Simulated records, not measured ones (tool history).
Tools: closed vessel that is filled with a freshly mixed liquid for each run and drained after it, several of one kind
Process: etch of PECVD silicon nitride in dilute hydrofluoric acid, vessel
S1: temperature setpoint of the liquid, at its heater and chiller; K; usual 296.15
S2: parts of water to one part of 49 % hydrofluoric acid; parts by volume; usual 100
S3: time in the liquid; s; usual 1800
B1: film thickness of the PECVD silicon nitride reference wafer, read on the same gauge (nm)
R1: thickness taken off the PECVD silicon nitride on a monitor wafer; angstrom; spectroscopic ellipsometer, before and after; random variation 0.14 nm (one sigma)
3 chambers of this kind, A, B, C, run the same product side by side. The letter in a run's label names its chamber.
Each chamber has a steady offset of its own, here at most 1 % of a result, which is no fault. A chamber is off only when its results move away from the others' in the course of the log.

run     day      S1   S2    S3      B1      R1
 1A   0.238  296.15  100  1800  140.01  287.06
 2C   0.692  296.15  100  1800  140.00  284.14
 3B   0.983  296.15  100  1800  140.00  288.31
 4C   1.329  296.15  100  1800  140.01  287.74
 5B   1.729  296.15  100  1800  140.02  285.25
 6A   2.092  296.15  100  1800  139.98  287.05
 7B   2.600  296.15  100  1800  140.01  288.22
 8C   3.092  296.15  100  1800  140.01  287.68
 9A   3.358  296.15  130  2445  139.99  301.75
10A   3.629  296.15  130  2445  139.99  300.93
11C   3.879  296.15  130  2445  140.00  301.82
12B   4.292  299.15  100   815  139.99  159.58
13C   4.708  299.15  100   815  139.99  159.19
14A   4.962  299.15  100   815  140.02  157.48
15B   5.404  296.15  100  1800  139.99  289.58
16B   5.850  296.15  100  1800  140.02  286.18
17A   6.083  296.15  100  1800  139.99  289.94
18C   6.404  296.15  100  1800  140.01  287.60
19C   6.838  296.15  100  1800  140.00  285.77
20A   7.075  296.15  100  1800  140.01  291.07
21B   7.538  296.15  100  1800  139.99  287.14
22A   7.958  296.15  100  1800  139.97  291.10
23B   8.238  296.15  100  1800  139.99  288.01
24C   8.517  296.15  100  1800  139.99  287.82
25C   8.792  296.15  100  1800  140.01  285.35
26A   9.208  296.15  100  1800  140.01  293.73
27B   9.700  299.65  100  2260  140.01  457.70
28A  10.196  299.65  100  2260  140.01  464.07
29B  10.629  299.65  100  2260  140.00  457.86
30C  11.150  296.15  100  1800  140.02  285.49
31C  11.662  293.65   85  1800  140.00  282.43
32A  12.054  293.65   85  1800  140.00  295.51
33B  12.404  293.65   85  1800  140.00  286.27
34A  12.746  296.15  100  1800  139.99  298.27
35C  13.067  299.15  100  1800  140.00  349.08
36B  13.525  299.15  100  1800  140.01  350.59
37A  13.808  299.15  100  1800  140.00  363.11
38B  14.188  291.65   60  1800  139.97  344.88

What goes on in this fleet: one chamber off, a drifting gauge, or nothing beyond the chambers' own small offsets? Name the chamber and the cause, if any.

Chamber A drifts away from the others.
Cause: hydrofluoric acid flow above the setpoint (%) = 4.58.
The log may not tell that from: liquid hotter than its thermometer reads (K).

Here are 4 candidates for chamber A's next run, each the usual settings with a change, their results left as question marks. Which one brings its results back in line with what the others give on the usual settings?
In line means no further than this from the other chambers' mean on the usual settings: R1 4.80 angstrom
39A-1  14.567  296.15  100  1790       ?
39A-2  14.567  296.15  100  1865       ?
39A-3  14.567  296.15  100  1810       ?
39A-4  14.567  296.15  100  1735       ?

The other chambers' mean on the usual settings: R1 287.66 angstrom
  run      R1
39A-1  297.73
39A-2  310.21
39A-3  301.06
39A-4  288.59
39A-4 brings the chamber back in line.
